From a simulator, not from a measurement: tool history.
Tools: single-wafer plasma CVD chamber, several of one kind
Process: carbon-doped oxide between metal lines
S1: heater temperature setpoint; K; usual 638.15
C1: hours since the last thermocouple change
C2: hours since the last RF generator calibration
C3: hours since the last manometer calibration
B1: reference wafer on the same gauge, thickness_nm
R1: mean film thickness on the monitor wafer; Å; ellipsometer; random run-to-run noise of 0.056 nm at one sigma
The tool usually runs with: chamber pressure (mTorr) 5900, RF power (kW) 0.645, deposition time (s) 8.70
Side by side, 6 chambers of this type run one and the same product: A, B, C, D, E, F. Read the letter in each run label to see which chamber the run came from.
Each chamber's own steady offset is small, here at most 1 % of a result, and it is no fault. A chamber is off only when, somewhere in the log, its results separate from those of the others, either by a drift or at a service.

Run 1C, day 0.183: usual settings; C1 1586.6; C2 1786.6; C3 1640.5; B1 59.909. Result: R1 522.07 Å.
Run 2A, day 0.338: usual settings; C1 618.9; C2 18.4; C3 620.4; B1 59.926. Result: R1 518.36 Å.
Run 3F, day 0.550: usual settings; C1 919.3; C2 430.2; C3 1303.8; B1 59.924. Result: R1 519.60 Å.
Run 4E, day 0.646: usual settings; C1 452.2; C2 703.7; C3 1125.2; B1 59.920. Result: R1 524.01 Å.
Run 5B, day 0.796: usual settings; C1 392.3; C2 1045.7; C3 496.3; B1 59.913. Result: R1 518.56 Å.
Run 6D, day 0.958: usual settings but chamber pressure (mTorr) 4780, RF power (kW) 0.595; C1 1362.4; C2 2379.3; C3 820.0; B1 59.922. Result: R1 481.01 Å.
Run 7A, day 1.096: usual settings but chamber pressure (mTorr) 4780, RF power (kW) 0.595; C1 637.1; C2 36.6; C3 638.6; B1 59.941. Result: R1 480.70 Å.
Run 8D, day 1.258: usual settings but chamber pressure (mTorr) 4780, RF power (kW) 0.595; C1 1369.6; C2 2386.5; C3 827.2; B1 59.961. Result: R1 479.82 Å.
At day 1.379: chamber C: RF generator calibrated.
Run 9F, day 1.446: usual settings but chamber pressure (mTorr) 4780, RF power (kW) 0.595; C1 940.8; C2 451.7; C3 1325.3; B1 59.966. Result: R1 481.41 Å.
Run 10C, day 1.600: usual settings but chamber pressure (mTorr) 4780, RF power (kW) 0.595; C1 1620.6; C2 5.3; C3 1674.5; B1 59.984. Result: R1 484.74 Å.
Run 11E, day 1.808: usual settings but chamber pressure (mTorr) 4780, RF power (kW) 0.595; C1 480.1; C2 731.6; C3 1153.1; B1 59.989. Result: R1 487.86 Å.
Run 12B, day 1.958: usual settings; C1 420.2; C2 1073.6; C3 524.2; B1 59.984. Result: R1 519.68 Å.
Run 13E, day 2.104: usual settings; C1 487.2; C2 738.7; C3 1160.2; B1 59.993. Result: R1 524.78 Å.
Run 14C, day 2.271: usual settings; C1 1636.7; C2 21.4; C3 1690.6; B1 60.018. Result: R1 525.06 Å.
Run 15F, day 2.454: usual settings; C1 965.0; C2 475.9; C3 1349.5; B1 60.019. Result: R1 521.22 Å.
Run 16A, day 2.571: usual settings; C1 672.5; C2 72.0; C3 674.0; B1 60.008. Result: R1 520.23 Å.
Run 17B, day 2.683: usual settings; C1 437.6; C2 1091.0; C3 541.6; B1 60.018. Result: R1 519.02 Å.
Run 18D, day 2.804: usual settings; C1 1406.7; C2 2423.6; C3 864.3; B1 60.038. Result: R1 519.59 Å.
Run 19D, day 2.983: usual settings; C1 1411.0; C2 2427.9; C3 868.6; B1 60.044. Result: R1 520.35 Å.
Run 20C, day 3.196: usual settings; C1 1658.9; C2 43.6; C3 1712.8; B1 60.042. Result: R1 523.84 Å.
Run 21E, day 3.300: usual settings; C1 515.9; C2 767.4; C3 1188.9; B1 60.053. Result: R1 525.25 Å.
Run 22A, day 3.446: usual settings but deposition time (s) 8.09; C1 693.5; C2 93.0; C3 695.0; B1 60.065. Result: R1 484.44 Å.
Run 23B, day 3.646: usual settings but deposition time (s) 8.09; C1 460.7; C2 1114.1; C3 564.7; B1 60.062. Result: R1 483.00 Å.
Run 24F, day 3.854: usual settings but deposition time (s) 8.09; C1 998.6; C2 509.5; C3 1383.1; B1 60.080. Result: R1 486.10 Å.
Run 25E, day 4.017: usual settings but deposition time (s) 8.09; C1 533.1; C2 784.6; C3 1206.1; B1 60.082. Result: R1 490.09 Å.
Run 26B, day 4.229: usual settings but deposition time (s) 8.09; C1 474.7; C2 1128.1; C3 578.7; B1 60.106. Result: R1 483.59 Å.
Run 27C, day 4.329: usual settings but deposition time (s) 8.09; C1 1686.1; C2 70.8; C3 1740.0; B1 60.101. Result: R1 487.43 Å.
Run 28F, day 4.483: usual settings; C1 1013.7; C2 524.6; C3 1398.2; B1 60.117. Result: R1 522.13 Å.
Run 29A, day 4.675: usual settings; C1 723.0; C2 122.5; C3 724.5; B1 60.118. Result: R1 521.26 Å.
Run 30D, day 4.875: usual settings; C1 1456.4; C2 2473.3; C3 914.0; B1 60.121. Result: R1 519.61 Å.
Run 31C, day 4.971: usual settings; C1 1701.5; C2 86.2; C3 1755.4; B1 60.124. Result: R1 524.92 Å.
Run 32E, day 5.104: usual settings; C1 559.2; C2 810.7; C3 1232.2; B1 60.135. Result: R1 526.34 Å.
Run 33A, day 5.271: usual settings; C1 737.3; C2 136.8; C3 738.8; B1 60.149. Result: R1 521.07 Å.
Run 34B, day 5.417: usual settings; C1 503.2; C2 1156.6; C3 607.2; B1 60.163. Result: R1 519.87 Å.
Run 35F, day 5.529: usual settings; C1 1038.8; C2 549.7; C3 1423.3; B1 60.154. Result: R1 522.43 Å.
Run 36D, day 5.629: usual settings; C1 1474.5; C2 2491.4; C3 932.1; B1 60.170. Result: R1 521.18 Å.

Read the log: is a single chamber off, either drifting away or since a service, is the gauge that measures every chamber drifting, or is nothing wrong beyond small per-chamber offsets? Name any odd chamber and what most likely caused it.

Every chamber seems to shift together because the gauge that measures them all drifts; the chambers themselves are fine.
Likeliest cause: gauge reads high (%) = 0.445.
